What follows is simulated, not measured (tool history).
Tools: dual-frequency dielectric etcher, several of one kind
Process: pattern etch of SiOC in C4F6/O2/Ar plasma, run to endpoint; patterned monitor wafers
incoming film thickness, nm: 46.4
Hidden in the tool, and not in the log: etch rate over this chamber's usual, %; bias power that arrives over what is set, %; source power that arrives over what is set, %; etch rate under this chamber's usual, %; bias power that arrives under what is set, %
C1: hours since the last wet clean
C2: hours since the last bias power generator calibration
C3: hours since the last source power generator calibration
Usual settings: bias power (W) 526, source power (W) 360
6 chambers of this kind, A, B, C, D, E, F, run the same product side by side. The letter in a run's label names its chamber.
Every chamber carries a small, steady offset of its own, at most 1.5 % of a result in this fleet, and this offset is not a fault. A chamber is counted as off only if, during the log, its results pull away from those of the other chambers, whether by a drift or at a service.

run 1B hour=7.7 | bias_power_(W)=526 source_power_(W)=360 | C1=253.7 C2=3353.6 C3=4668.3 | endpoint_time_(s)=15.797
run 2F hour=15.4 | bias_power_(W)=526 source_power_(W)=360 | C1=320.3 C2=3412.1 C3=724.5 | endpoint_time_(s)=16.099
run 3D hour=24.1 | bias_power_(W)=526 source_power_(W)=360 | C1=337.0 C2=1391.8 C3=111.5 | endpoint_time_(s)=15.829
run 4A hour=32.6 | bias_power_(W)=526 source_power_(W)=360 | C1=554.1 C2=1533.2 C3=896.5 | endpoint_time_(s)=15.767
-- hour=32.7 chamber A: wet clean of the chamber
run 5C hour=40.7 | bias_power_(W)=526 source_power_(W)=360 | C1=193.4 C2=2137.0 C3=2403.4 | endpoint_time_(s)=15.920
run 6E hour=49.1 | bias_power_(W)=526 source_power_(W)=360 | C1=74.8 C2=1484.3 C3=88.4 | endpoint_time_(s)=15.814
run 7A hour=54.7 | bias_power_(W)=526 source_power_(W)=360 | C1=22.1 C2=1555.3 C3=918.6 | endpoint_time_(s)=15.788
run 8C hour=63.0 | bias_power_(W)=526 source_power_(W)=360 | C1=215.7 C2=2159.3 C3=2425.7 | endpoint_time_(s)=16.026
run 9F hour=70.0 | bias_power_(W)=526 source_power_(W)=360 | C1=374.9 C2=3466.7 C3=779.1 | endpoint_time_(s)=15.890
run 10E hour=78.3 | bias_power_(W)=426 source_power_(W)=360 | C1=104.0 C2=1513.5 C3=117.6 | endpoint_time_(s)=16.954
-- hour=79.6 chamber D: wet clean of the chamber
run 11B hour=86.8 | bias_power_(W)=426 source_power_(W)=360 | C1=332.8 C2=3432.7 C3=4747.4 | endpoint_time_(s)=17.105
run 12D hour=94.2 | bias_power_(W)=426 source_power_(W)=360 | C1=14.6 C2=1461.9 C3=181.6 | endpoint_time_(s)=17.187
run 13D hour=101.0 | bias_power_(W)=426 source_power_(W)=360 | C1=21.4 C2=1468.7 C3=188.4 | endpoint_time_(s)=17.233
run 14F hour=109.1 | bias_power_(W)=426 source_power_(W)=360 | C1=414.0 C2=3505.8 C3=818.2 | endpoint_time_(s)=17.266
run 15B hour=117.2 | bias_power_(W)=426 source_power_(W)=360 | C1=363.2 C2=3463.1 C3=4777.8 | endpoint_time_(s)=16.984
run 16C hour=122.1 | bias_power_(W)=526 source_power_(W)=360 | C1=274.8 C2=2218.4 C3=2484.8 | endpoint_time_(s)=16.064
run 17A hour=131.5 | bias_power_(W)=526 source_power_(W)=360 | C1=98.9 C2=1632.1 C3=995.4 | endpoint_time_(s)=15.799
run 18E hour=140.4 | bias_power_(W)=526 source_power_(W)=360 | C1=166.1 C2=1575.6 C3=179.7 | endpoint_time_(s)=15.883
run 19E hour=149.9 | bias_power_(W)=526 source_power_(W)=360 | C1=175.6 C2=1585.1 C3=189.2 | endpoint_time_(s)=15.754
run 20D hour=158.2 | bias_power_(W)=526 source_power_(W)=360 | C1=78.6 C2=1525.9 C3=245.6 | endpoint_time_(s)=15.909
run 21C hour=165.8 | bias_power_(W)=526 source_power_(W)=360 | C1=318.5 C2=2262.1 C3=2528.5 | endpoint_time_(s)=16.305
run 22B hour=174.3 | bias_power_(W)=648 source_power_(W)=400 | C1=420.3 C2=3520.2 C3=4834.9 | endpoint_time_(s)=13.874
run 23A hour=181.0 | bias_power_(W)=648 source_power_(W)=400 | C1=148.4 C2=1681.6 C3=1044.9 | endpoint_time_(s)=14.015
run 24F hour=186.3 | bias_power_(W)=648 source_power_(W)=400 | C1=491.2 C2=3583.0 C3=895.4 | endpoint_time_(s)=14.228
run 25A hour=192.0 | bias_power_(W)=648 source_power_(W)=400 | C1=159.4 C2=1692.6 C3=1055.9 | endpoint_time_(s)=13.960
run 26C hour=196.9 | bias_power_(W)=648 source_power_(W)=400 | C1=349.6 C2=2293.2 C3=2559.6 | endpoint_time_(s)=14.376
run 27F hour=204.2 | bias_power_(W)=648 source_power_(W)=400 | C1=509.1 C2=3600.9 C3=913.3 | endpoint_time_(s)=14.148
run 28E hour=210.0 | bias_power_(W)=625 source_power_(W)=360 | C1=235.7 C2=1645.2 C3=249.3 | endpoint_time_(s)=14.792
run 29D hour=219.5 | bias_power_(W)=625 source_power_(W)=360 | C1=139.9 C2=1587.2 C3=306.9 | endpoint_time_(s)=14.786
run 30B hour=226.2 | bias_power_(W)=625 source_power_(W)=360 | C1=472.2 C2=3572.1 C3=4886.8 | endpoint_time_(s)=14.769
run 31B hour=232.3 | bias_power_(W)=625 source_power_(W)=360 | C1=478.3 C2=3578.2 C3=4892.9 | endpoint_time_(s)=14.754
run 32C hour=241.8 | bias_power_(W)=625 source_power_(W)=360 | C1=394.5 C2=2338.1 C3=2604.5 | endpoint_time_(s)=15.386
run 33F hour=251.2 | bias_power_(W)=625 source_power_(W)=360 | C1=556.1 C2=3647.9 C3=960.3 | endpoint_time_(s)=15.091
run 34E hour=257.5 | bias_power_(W)=526 source_power_(W)=360 | C1=283.2 C2=1692.7 C3=296.8 | endpoint_time_(s)=15.574
run 35A hour=263.6 | bias_power_(W)=526 source_power_(W)=360 | C1=231.0 C2=1764.2 C3=1127.5 | endpoint_time_(s)=15.829
run 36D hour=271.1 | bias_power_(W)=526 source_power_(W)=360 | C1=191.5 C2=1638.8 C3=358.5 | endpoint_time_(s)=15.807
run 37C hour=279.6 | bias_power_(W)=526 source_power_(W)=360 | C1=432.3 C2=2375.9 C3=2642.3 | endpoint_time_(s)=16.549
run 38D hour=288.2 | bias_power_(W)=619 source_power_(W)=420 | C1=208.6 C2=1655.9 C3=375.6 | endpoint_time_(s)=14.062

The same settings go to every chamber for the next run, one line per chamber below. Forecast the results for each:
run 39A hour=295.2 | bias_power_(W)=526 source_power_(W)=410 | endpoint_time_(s)=?
run 39B hour=295.2 | bias_power_(W)=526 source_power_(W)=410 | endpoint_time_(s)=?
run 39C hour=295.2 | bias_power_(W)=526 source_power_(W)=410 | endpoint_time_(s)=?
run 39D hour=295.2 | bias_power_(W)=526 source_power_(W)=410 | endpoint_time_(s)=?
run 39E hour=295.2 | bias_power_(W)=526 source_power_(W)=410 | endpoint_time_(s)=?
run 39F hour=295.2 | bias_power_(W)=526 source_power_(W)=410 | endpoint_time_(s)=?

run=39A endpoint_time_(s)=14.994
run=39B endpoint_time_(s)=14.977
run=39C endpoint_time_(s)=15.855
run=39D endpoint_time_(s)=14.985
run=39E endpoint_time_(s)=15.077
run=39F endpoint_time_(s)=15.257
